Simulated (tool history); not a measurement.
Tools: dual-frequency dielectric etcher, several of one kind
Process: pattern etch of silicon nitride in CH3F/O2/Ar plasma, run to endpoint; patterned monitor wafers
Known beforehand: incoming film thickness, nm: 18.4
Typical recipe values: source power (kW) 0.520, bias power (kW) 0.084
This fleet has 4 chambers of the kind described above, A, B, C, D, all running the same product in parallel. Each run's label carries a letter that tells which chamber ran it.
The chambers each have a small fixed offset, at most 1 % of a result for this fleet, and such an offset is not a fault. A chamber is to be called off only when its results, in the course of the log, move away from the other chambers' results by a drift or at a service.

run	day	source power (kW)	bias power (kW)	endpoint time (s)
1D	0.279	0.520	0.084	22.995
2C	0.496	0.520	0.084	23.009
3B	0.779	0.520	0.084	22.657
4A	0.967	0.520	0.084	22.692
5D	1.221	0.520	0.084	23.027
6C	1.479	0.630	0.070	22.843
7A	1.625	0.630	0.070	22.883
8B	1.833	0.630	0.070	22.554
9C	1.988	0.630	0.070	22.573
10A	2.133	0.520	0.084	22.930
11D	2.262	0.520	0.084	23.113
12B	2.550	0.520	0.084	22.766
13C	2.808	0.520	0.091	22.244
14D	3.088	0.520	0.091	22.661
15A	3.225	0.520	0.091	22.348
16B	3.429	0.520	0.091	22.254
17D	3.567	0.520	0.084	23.235
18A	3.725	0.520	0.084	23.200
19C	3.904	0.520	0.084	22.820
20B	4.088	0.520	0.084	22.952
# day 4.279: chamber A: wet clean of the chamber
21B	4.321	0.580	0.084	21.710
22D	4.604	0.580	0.084	22.631
23C	4.883	0.580	0.084	21.856
24A	5.100	0.580	0.084	21.963
25B	5.225	0.520	0.084	22.859
26C	5.362	0.520	0.084	22.591
27D	5.583	0.520	0.084	23.571
28A	5.850	0.520	0.084	23.073

Next, all 4 chambers run the settings below, one line each with question marks for the results. What does each chamber give?
29A	6.054	0.520	0.084	?
29B	6.054	0.520	0.084	?
29C	6.054	0.520	0.084	?
29D	6.054	0.520	0.084	?

run	endpoint time (s)
29A	23.067
29B	22.632
29C	22.716
29D	23.812

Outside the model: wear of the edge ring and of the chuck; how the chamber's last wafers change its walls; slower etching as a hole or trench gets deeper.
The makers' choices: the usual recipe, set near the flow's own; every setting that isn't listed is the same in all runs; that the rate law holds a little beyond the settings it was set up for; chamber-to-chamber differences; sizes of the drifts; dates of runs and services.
